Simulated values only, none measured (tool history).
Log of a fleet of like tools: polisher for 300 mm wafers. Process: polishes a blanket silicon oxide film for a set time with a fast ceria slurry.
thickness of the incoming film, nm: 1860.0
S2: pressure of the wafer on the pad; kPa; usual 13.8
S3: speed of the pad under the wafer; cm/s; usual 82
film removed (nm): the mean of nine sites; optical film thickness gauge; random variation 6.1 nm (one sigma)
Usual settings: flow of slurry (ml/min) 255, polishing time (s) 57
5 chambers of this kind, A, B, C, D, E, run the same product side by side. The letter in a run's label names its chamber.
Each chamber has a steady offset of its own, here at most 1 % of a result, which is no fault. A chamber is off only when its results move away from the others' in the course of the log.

{"run": "1D", "hour": 7.1, "flow of slurry (ml/min)": 255, "S2": 13.8, "S3": 82, "polishing time (s)": 57, "film removed (nm)": 600.24}
{"hour": 10.0, "done": "chamber A: worn pad replaced by a new one"}
{"run": "2E", "hour": 13.4, "flow of slurry (ml/min)": 255, "S2": 13.8, "S3": 82, "polishing time (s)": 57, "film removed (nm)": 579.88}
{"run": "3B", "hour": 18.3, "flow of slurry (ml/min)": 255, "S2": 13.8, "S3": 82, "polishing time (s)": 57, "film removed (nm)": 584.01}
{"run": "4A", "hour": 22.6, "flow of slurry (ml/min)": 255, "S2": 13.8, "S3": 82, "polishing time (s)": 57, "film removed (nm)": 586.72}
{"run": "5C", "hour": 27.2, "flow of slurry (ml/min)": 175, "S2": 13.8, "S3": 82, "polishing time (s)": 57, "film removed (nm)": 562.23}
{"hour": 27.7, "done": "chamber D: worn pad replaced by a new one"}
{"run": "6A", "hour": 35.2, "flow of slurry (ml/min)": 175, "S2": 13.8, "S3": 82, "polishing time (s)": 57, "film removed (nm)": 548.08}
{"hour": 35.6, "done": "chamber B: worn pad replaced by a new one"}
{"run": "7C", "hour": 39.1, "flow of slurry (ml/min)": 175, "S2": 13.8, "S3": 82, "polishing time (s)": 57, "film removed (nm)": 552.75}
{"hour": 44.6, "done": "chamber A: slurry nozzle cleaned"}
{"run": "8B", "hour": 47.1, "flow of slurry (ml/min)": 175, "S2": 13.8, "S3": 82, "polishing time (s)": 57, "film removed (nm)": 568.74}
{"hour": 48.6, "done": "chamber C: worn pad replaced by a new one"}
{"hour": 54.0, "done": "chamber E: worn pad replaced by a new one"}
{"run": "9E", "hour": 54.2, "flow of slurry (ml/min)": 175, "S2": 13.8, "S3": 82, "polishing time (s)": 57, "film removed (nm)": 556.46}
{"hour": 58.7, "done": "chamber E: slurry nozzle cleaned"}
{"run": "10D", "hour": 60.5, "flow of slurry (ml/min)": 255, "S2": 13.8, "S3": 82, "polishing time (s)": 57, "film removed (nm)": 592.4}
{"run": "11B", "hour": 66.8, "flow of slurry (ml/min)": 255, "S2": 13.8, "S3": 82, "polishing time (s)": 57, "film removed (nm)": 606.3}
{"run": "12D", "hour": 70.7, "flow of slurry (ml/min)": 255, "S2": 13.8, "S3": 82, "polishing time (s)": 57, "film removed (nm)": 582.86}
{"hour": 74.5, "done": "chamber A: worn pad replaced by a new one"}
{"run": "13C", "hour": 75.4, "flow of slurry (ml/min)": 255, "S2": 13.8, "S3": 82, "polishing time (s)": 57, "film removed (nm)": 576.97}
{"run": "14E", "hour": 79.1, "flow of slurry (ml/min)": 255, "S2": 13.8, "S3": 94, "polishing time (s)": 57, "film removed (nm)": 658.39}
{"hour": 83.6, "done": "chamber B: worn pad replaced by a new one"}
{"run": "15A", "hour": 83.6, "flow of slurry (ml/min)": 255, "S2": 13.8, "S3": 94, "polishing time (s)": 57, "film removed (nm)": 678.24}
{"run": "16A", "hour": 87.4, "flow of slurry (ml/min)": 255, "S2": 13.8, "S3": 94, "polishing time (s)": 57, "film removed (nm)": 678.58}
{"hour": 94.2, "done": "chamber D: worn pad replaced by a new one"}
{"run": "17D", "hour": 95.1, "flow of slurry (ml/min)": 255, "S2": 13.8, "S3": 94, "polishing time (s)": 57, "film removed (nm)": 696.4}
{"run": "18E", "hour": 99.4, "flow of slurry (ml/min)": 255, "S2": 13.8, "S3": 94, "polishing time (s)": 57, "film removed (nm)": 683.46}
{"run": "19C", "hour": 105.0, "flow of slurry (ml/min)": 255, "S2": 13.8, "S3": 82, "polishing time (s)": 57, "film removed (nm)": 588.99}
{"run": "20B", "hour": 111.3, "flow of slurry (ml/min)": 255, "S2": 13.8, "S3": 82, "polishing time (s)": 57, "film removed (nm)": 588.44}
{"run": "21A", "hour": 117.3, "flow of slurry (ml/min)": 255, "S2": 13.8, "S3": 82, "polishing time (s)": 57, "film removed (nm)": 574.43}
{"hour": 121.7, "done": "chamber E: worn pad replaced by a new one"}
{"run": "22B", "hour": 122.9, "flow of slurry (ml/min)": 255, "S2": 13.8, "S3": 82, "polishing time (s)": 57, "film removed (nm)": 581.56}
{"hour": 125.9, "done": "chamber C: worn pad replaced by a new one"}
{"run": "23D", "hour": 129.4, "flow of slurry (ml/min)": 255, "S2": 13.8, "S3": 82, "polishing time (s)": 57, "film removed (nm)": 594.87}
{"hour": 130.7, "done": "chamber D: head pressure recalibrated"}
{"hour": 133.0, "done": "chamber A: worn pad replaced by a new one"}
{"run": "24C", "hour": 135.7, "flow of slurry (ml/min)": 255, "S2": 13.8, "S3": 82, "polishing time (s)": 57, "film removed (nm)": 583.34}
{"hour": 136.4, "done": "chamber B: worn pad replaced by a new one"}
{"run": "25E", "hour": 140.2, "flow of slurry (ml/min)": 255, "S2": 13.8, "S3": 82, "polishing time (s)": 57, "film removed (nm)": 580.63}
{"run": "26E", "hour": 146.5, "flow of slurry (ml/min)": 255, "S2": 13.8, "S3": 82, "polishing time (s)": 57, "film removed (nm)": 588.26}
{"run": "27D", "hour": 152.7, "flow of slurry (ml/min)": 255, "S2": 13.8, "S3": 82, "polishing time (s)": 57, "film removed (nm)": 537.77}
{"run": "28B", "hour": 156.5, "flow of slurry (ml/min)": 255, "S2": 13.8, "S3": 82, "polishing time (s)": 57, "film removed (nm)": 579.82}
{"run": "29A", "hour": 163.0, "flow of slurry (ml/min)": 255, "S2": 13.8, "S3": 82, "polishing time (s)": 57, "film removed (nm)": 587.64}
{"hour": 163.8, "done": "chamber D: worn pad replaced by a new one"}
{"run": "30C", "hour": 170.0, "flow of slurry (ml/min)": 255, "S2": 13.8, "S3": 82, "polishing time (s)": 57, "film removed (nm)": 589.65}
{"run": "31D", "hour": 177.4, "flow of slurry (ml/min)": 255, "S2": 13.8, "S3": 82, "polishing time (s)": 57, "film removed (nm)": 538.19}
{"run": "32E", "hour": 184.4, "flow of slurry (ml/min)": 255, "S2": 13.8, "S3": 82, "polishing time (s)": 57, "film removed (nm)": 575.6}
{"hour": 186.7, "done": "chamber B: head pressure recalibrated"}
{"hour": 189.4, "done": "chamber B: worn pad replaced by a new one"}
{"run": "33C", "hour": 190.7, "flow of slurry (ml/min)": 255, "S2": 13.8, "S3": 82, "polishing time (s)": 57, "film removed (nm)": 599.51}
{"hour": 192.1, "done": "chamber A: worn pad replaced by a new one"}
{"hour": 192.4, "done": "chamber E: worn pad replaced by a new one"}
{"run": "34B", "hour": 194.9, "flow of slurry (ml/min)": 255, "S2": 15.9, "S3": 82, "polishing time (s)": 57, "film removed (nm)": 674.29}
{"run": "35A", "hour": 201.6, "flow of slurry (ml/min)": 255, "S2": 15.9, "S3": 82, "polishing time (s)": 57, "film removed (nm)": 668.13}
{"hour": 202.4, "done": "chamber C: worn pad replaced by a new one"}
{"run": "36C", "hour": 207.3, "flow of slurry (ml/min)": 255, "S2": 15.9, "S3": 82, "polishing time (s)": 57, "film removed (nm)": 673.58}
{"run": "37B", "hour": 212.1, "flow of slurry (ml/min)": 255, "S2": 15.9, "S3": 82, "polishing time (s)": 57, "film removed (nm)": 671.36}
{"run": "38E", "hour": 219.5, "flow of slurry (ml/min)": 255, "S2": 15.9, "S3": 82, "polishing time (s)": 57, "film removed (nm)": 669.19}
{"run": "39D", "hour": 223.1, "flow of slurry (ml/min)": 255, "S2": 13.8, "S3": 82, "polishing time (s)": 57, "film removed (nm)": 534.2}
{"run": "40A", "hour": 230.2, "flow of slurry (ml/min)": 255, "S2": 13.8, "S3": 82, "polishing time (s)": 57, "film removed (nm)": 586.98}
{"run": "41A", "hour": 237.5, "flow of slurry (ml/min)": 255, "S2": 13.8, "S3": 82, "polishing time (s)": 57, "film removed (nm)": 590.29}
{"hour": 237.9, "done": "chamber B: worn pad replaced by a new one"}
{"run": "42B", "hour": 244.3, "flow of slurry (ml/min)": 255, "S2": 13.8, "S3": 82, "polishing time (s)": 57, "film removed (nm)": 595.8}
{"run": "43E", "hour": 248.4, "flow of slurry (ml/min)": 255, "S2": 13.8, "S3": 82, "polishing time (s)": 73, "film removed (nm)": 767.93}

What goes on in this fleet: one chamber off, a drifting gauge, or nothing beyond the chambers' own small offsets? Name the chamber and the cause, if any.

A service left chamber D off against the others.
Cause: head's pressure below its setpoint, % = 8.34.

Here are 4 candidates for chamber D's next run, each the usual settings with a change, their results left as question marks. Which one brings its results back in line with what the others give on the usual settings?
In line means no further than this from the other chambers' mean on the usual settings: film removed (nm) 21.00
{"run": "44D-1", "hour": 254.1, "flow of slurry (ml/min)": 255, "S2": 13.8, "S3": 82, "polishing time (s)": 52, "film removed (nm)": "?"}
{"run": "44D-2", "hour": 254.1, "flow of slurry (ml/min)": 255, "S2": 13.8, "S3": 82, "polishing time (s)": 62, "film removed (nm)": "?"}
{"run": "44D-3", "hour": 254.1, "flow of slurry (ml/min)": 255, "S2": 15.2, "S3": 82, "polishing time (s)": 61, "film removed (nm)": "?"}
{"run": "44D-4", "hour": 254.1, "flow of slurry (ml/min)": 255, "S2": 13.8, "S3": 82, "polishing time (s)": 49, "film removed (nm)": "?"}

The other chambers' mean on the usual settings: film removed (nm) 588.45
run=44D-1 film_removed_(nm)=493.74
run=44D-2 film_removed_(nm)=588.69
run=44D-3 film_removed_(nm)=636.25
run=44D-4 film_removed_(nm)=465.25
44D-2 brings the chamber back in line.
